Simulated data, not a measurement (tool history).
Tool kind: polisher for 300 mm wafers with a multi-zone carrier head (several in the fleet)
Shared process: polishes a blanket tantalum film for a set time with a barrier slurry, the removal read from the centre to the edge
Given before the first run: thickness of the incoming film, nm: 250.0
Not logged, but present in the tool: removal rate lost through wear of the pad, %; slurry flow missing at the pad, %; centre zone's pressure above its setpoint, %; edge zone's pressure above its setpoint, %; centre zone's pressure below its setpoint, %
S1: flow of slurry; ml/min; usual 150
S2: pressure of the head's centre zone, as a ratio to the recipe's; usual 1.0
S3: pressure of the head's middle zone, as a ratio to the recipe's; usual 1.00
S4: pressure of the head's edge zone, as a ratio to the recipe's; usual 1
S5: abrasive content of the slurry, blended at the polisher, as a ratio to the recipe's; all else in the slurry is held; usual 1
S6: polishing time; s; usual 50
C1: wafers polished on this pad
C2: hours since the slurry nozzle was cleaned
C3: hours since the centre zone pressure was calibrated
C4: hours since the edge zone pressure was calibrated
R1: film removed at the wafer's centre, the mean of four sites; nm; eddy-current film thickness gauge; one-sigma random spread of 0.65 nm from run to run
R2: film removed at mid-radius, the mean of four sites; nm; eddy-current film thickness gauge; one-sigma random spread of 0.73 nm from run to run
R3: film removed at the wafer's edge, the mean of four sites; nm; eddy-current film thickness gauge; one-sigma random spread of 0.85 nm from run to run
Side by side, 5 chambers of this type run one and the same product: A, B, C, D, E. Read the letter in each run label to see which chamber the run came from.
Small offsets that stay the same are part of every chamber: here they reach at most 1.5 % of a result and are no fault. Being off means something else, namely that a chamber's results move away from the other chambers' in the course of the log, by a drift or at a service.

run 1D day=0.346 | S1=150 S2=1.0 S3=1.00 S4=1 S5=1 S6=50 | C1=293 C2=256.6 C3=183.7 C4=631.6 | R1=63.608 R2=63.807 R3=63.856
run 2E day=0.754 | S1=150 S2=1.0 S3=1.00 S4=1 S5=1 S6=50 | C1=829 C2=213.1 C3=288.5 C4=561.4 | R1=63.649 R2=62.237 R3=62.949
-- day=1.029 chamber D: slurry nozzle cleaned
run 3B day=1.254 | S1=150 S2=1.0 S3=1.00 S4=1 S5=1 S6=50 | C1=1211 C2=222.8 C3=269.5 C4=612.6 | R1=64.146 R2=62.866 R3=63.293
run 4C day=1.754 | S1=150 S2=1.0 S3=1.00 S4=1 S5=1 S6=50 | C1=1025 C2=296.5 C3=653.5 C4=575.7 | R1=63.590 R2=62.975 R3=63.437
-- day=2.042 chamber E: worn pad replaced by a new one
run 5A day=2.304 | S1=150 S2=1.0 S3=1.00 S4=1 S5=1 S6=50 | C1=790 C2=508.0 C3=436.0 C4=699.4 | R1=63.344 R2=62.509 R3=63.583
run 6E day=2.683 | S1=150 S2=0.9 S3=1.00 S4=1 S5=1 S6=50 | C1=105 C2=259.4 C3=334.8 C4=607.7 | R1=55.528 R2=62.151 R3=63.534
-- day=2.767 chamber B: worn pad replaced by a new one
-- day=3.004 chamber C: centre zone pressure recalibrated
run 7A day=3.029 | S1=150 S2=0.9 S3=1.00 S4=1 S5=1 S6=50 | C1=908 C2=525.4 C3=453.4 C4=716.8 | R1=55.843 R2=62.006 R3=63.059
-- day=3.279 chamber C: worn pad replaced by a new one
run 8D day=3.517 | S1=150 S2=0.9 S3=1.00 S4=1 S5=1 S6=50 | C1=809 C2=59.7 C3=259.8 C4=707.7 | R1=56.019 R2=63.073 R3=64.473
-- day=3.904 chamber E: slurry nozzle cleaned
run 9B day=3.938 | S1=150 S2=0.9 S3=1.00 S4=1 S5=1 S6=50 | C1=191 C2=287.2 C3=333.9 C4=677.0 | R1=55.650 R2=63.782 R3=63.610
run 10C day=4.304 | S1=150 S2=0.9 S3=1.00 S4=1 S5=1 S6=50 | C1=167 C2=357.7 C3=31.2 C4=636.9 | R1=57.415 R2=64.698 R3=62.912
run 11E day=4.692 | S1=150 S2=1.0 S3=1.00 S4=1 S5=1 S6=50 | C1=432 C2=19.0 C3=383.0 C4=655.9 | R1=62.367 R2=61.302 R3=63.015
run 12C day=5.225 | S1=150 S2=1.0 S3=1.00 S4=1 S5=1 S6=50 | C1=317 C2=379.8 C3=53.3 C4=659.0 | R1=64.002 R2=64.469 R3=61.805
-- day=5.388 chamber E: edge zone pressure recalibrated
-- day=5.533 chamber A: worn pad replaced by a new one
run 13A day=5.683 | S1=150 S2=1.0 S3=1.00 S4=1 S5=1 S6=50 | C1=24 C2=589.1 C3=517.1 C4=780.5 | R1=62.668 R2=63.519 R3=62.039
run 14D day=6.142 | S1=150 S2=1.0 S3=1.00 S4=1 S5=1 S6=50 | C1=1237 C2=122.7 C3=322.8 C4=770.7 | R1=62.922 R2=63.054 R3=63.177
-- day=6.183 chamber D: centre zone pressure recalibrated
run 15B day=6.583 | S1=150 S2=1.0 S3=1.00 S4=1 S5=1 S6=50 | C1=622 C2=350.7 C3=397.4 C4=740.5 | R1=62.885 R2=62.570 R3=62.992
run 16A day=7.117 | S1=150 S2=1.0 S3=0.89 S4=1 S5=1 S6=34 | C1=258 C2=623.5 C3=551.5 C4=814.9 | R1=42.715 R2=37.915 R3=43.321
-- day=7.242 chamber D: worn pad replaced by a new one
run 17B day=7.396 | S1=150 S2=1.0 S3=0.89 S4=1 S5=1 S6=34 | C1=754 C2=370.2 C3=416.9 C4=760.0 | R1=42.436 R2=37.689 R3=42.599
-- day=7.892 chamber E: worn pad replaced by a new one
run 18C day=7.954 | S1=150 S2=1.0 S3=0.89 S4=1 S5=1 S6=34 | C1=762 C2=445.3 C3=118.8 C4=724.5 | R1=42.779 R2=39.056 R3=42.075
-- day=8.192 chamber B: slurry nozzle cleaned
run 19E day=8.233 | S1=150 S2=1.0 S3=0.89 S4=1 S5=1 S6=34 | C1=55 C2=104.0 C3=468.0 C4=68.4 | R1=43.300 R2=38.623 R3=42.711
run 20D day=8.679 | S1=150 S2=1.0 S3=0.89 S4=1 S5=1 S6=34 | C1=234 C2=183.6 C3=60.0 C4=831.6 | R1=43.198 R2=38.795 R3=42.298
run 21A day=9.100 | S1=150 S2=1.0 S3=1.00 S4=1 S5=1 S6=50 | C1=581 C2=671.1 C3=599.1 C4=862.5 | R1=61.418 R2=63.099 R3=62.415
-- day=9.362 chamber B: centre zone pressure recalibrated
run 22D day=9.367 | S1=150 S2=1.0 S3=1.00 S4=1 S5=1 S6=50 | C1=346 C2=200.1 C3=76.5 C4=848.1 | R1=63.147 R2=63.451 R3=64.045
run 23E day=9.729 | S1=150 S2=1.0 S3=1.00 S4=1 S5=1 S6=50 | C1=299 C2=139.9 C3=503.9 C4=104.3 | R1=62.488 R2=61.609 R3=62.317
run 24B day=10.171 | S1=150 S2=1.0 S3=1.00 S4=1 S5=1 S6=50 | C1=1207 C2=47.5 C3=19.5 C4=826.6 | R1=63.055 R2=62.665 R3=63.693
run 25C day=10.642 | S1=150 S2=1.0 S3=1.00 S4=1 S5=1 S6=50 | C1=1200 C2=509.8 C3=183.3 C4=789.0 | R1=62.900 R2=62.986 R3=63.466
run 26B day=10.942 | S1=150 S2=1.0 S3=1.00 S4=1 S5=1 S6=50 | C1=1332 C2=66.0 C3=38.0 C4=845.1 | R1=61.646 R2=61.488 R3=62.693
-- day=11.017 chamber B: worn pad replaced by a new one
-- day=11.292 chamber D: slurry nozzle cleaned
run 27E day=11.438 | S1=150 S2=1.0 S3=1.00 S4=1 S5=1 S6=50 | C1=578 C2=180.9 C3=544.9 C4=145.3 | R1=62.791 R2=61.711 R3=64.255
run 28C day=11.717 | S1=150 S2=1.0 S3=1.00 S4=1 S5=1 S6=50 | C1=1375 C2=535.6 C3=209.1 C4=814.8 | R1=64.167 R2=63.463 R3=63.993
run 29A day=12.283 | S1=150 S2=1.0 S3=1.00 S4=1 S5=1 S6=50 | C1=1100 C2=747.5 C3=675.5 C4=938.9 | R1=62.298 R2=63.360 R3=61.788
-- day=12.612 chamber C: worn pad replaced by a new one
run 30D day=12.767 | S1=150 S2=1.0 S3=1.00 S4=1 S5=1 S6=50 | C1=900 C2=35.4 C3=158.1 C4=929.7 | R1=62.565 R2=62.707 R3=64.162
run 31C day=13.133 | S1=150 S2=1.0 S3=1.00 S4=1 S5=1 S6=50 | C1=85 C2=569.6 C3=243.1 C4=848.8 | R1=62.828 R2=63.870 R3=61.984
run 32A day=13.554 | S1=150 S2=1.0 S3=1.00 S4=1 S5=1 S6=50 | C1=1307 C2=778.0 C3=706.0 C4=969.4 | R1=62.337 R2=62.358 R3=62.492
-- day=13.583 chamber E: worn pad replaced by a new one
run 33D day=13.929 | S1=150 S2=1.0 S3=1.00 S4=1 S5=1 S6=50 | C1=1090 C2=63.3 C3=186.0 C4=957.6 | R1=63.692 R2=63.011 R3=64.713
-- day=13.988 chamber A: worn pad replaced by a new one
run 34B day=14.375 | S1=150 S2=1.0 S3=1.00 S4=1 S5=1 S6=50 | C1=548 C2=148.4 C3=120.4 C4=927.5 | R1=62.952 R2=62.488 R3=62.643
-- day=14.750 chamber A: slurry nozzle cleaned
run 35E day=14.771 | S1=150 S2=1.0 S3=1.00 S4=1 S5=1 S6=50 | C1=194 C2=260.9 C3=624.9 C4=225.3 | R1=62.404 R2=64.686 R3=63.732
run 36E day=15.250 | S1=150 S2=1.0 S3=1.00 S4=1 S5=1 S6=50 | C1=272 C2=272.4 C3=636.4 C4=236.8 | R1=62.376 R2=62.578 R3=63.213
-- day=15.450 chamber A: centre zone pressure recalibrated
run 37A day=15.592 | S1=150 S2=1.0 S3=1.00 S4=1 S5=1 S6=50 | C1=261 C2=20.3 C3=3.4 C4=1018.3 | R1=63.085 R2=64.645 R3=63.288
-- day=15.838 chamber C: slurry nozzle cleaned
run 38C day=16.129 | S1=150 S2=1.0 S3=1.00 S4=1 S5=1 S6=50 | C1=573 C2=7.0 C3=315.0 C4=920.7 | R1=63.478 R2=62.926 R3=63.976
run 39B day=16.550 | S1=150 S2=1.0 S3=1.00 S4=1 S5=1 S6=50 | C1=902 C2=200.6 C3=172.6 C4=979.7 | R1=62.171 R2=61.757 R3=63.205

The same settings go to every chamber for the next run, one line per chamber below. Forecast the results for each:
run 40A day=16.971 | S1=150 S2=1.0 S3=1.00 S4=1 S5=1 S6=50 | R1=? R2=? R3=?
run 40B day=16.971 | S1=150 S2=1.0 S3=1.00 S4=1 S5=1 S6=50 | R1=? R2=? R3=?
run 40C day=16.971 | S1=150 S2=1.0 S3=1.00 S4=1 S5=1 S6=50 | R1=? R2=? R3=?
run 40D day=16.971 | S1=150 S2=1.0 S3=1.00 S4=1 S5=1 S6=50 | R1=? R2=? R3=?
run 40E day=16.971 | S1=150 S2=1.0 S3=1.00 S4=1 S5=1 S6=50 | R1=? R2=? R3=?

run=40A R1=62.085 R2=63.519 R3=62.891
run=40B R1=61.613 R2=62.352 R3=63.817
run=40C R1=63.245 R2=64.258 R3=61.746
run=40D R1=63.210 R2=63.481 R3=62.720
run=40E R1=62.015 R2=61.592 R3=63.369
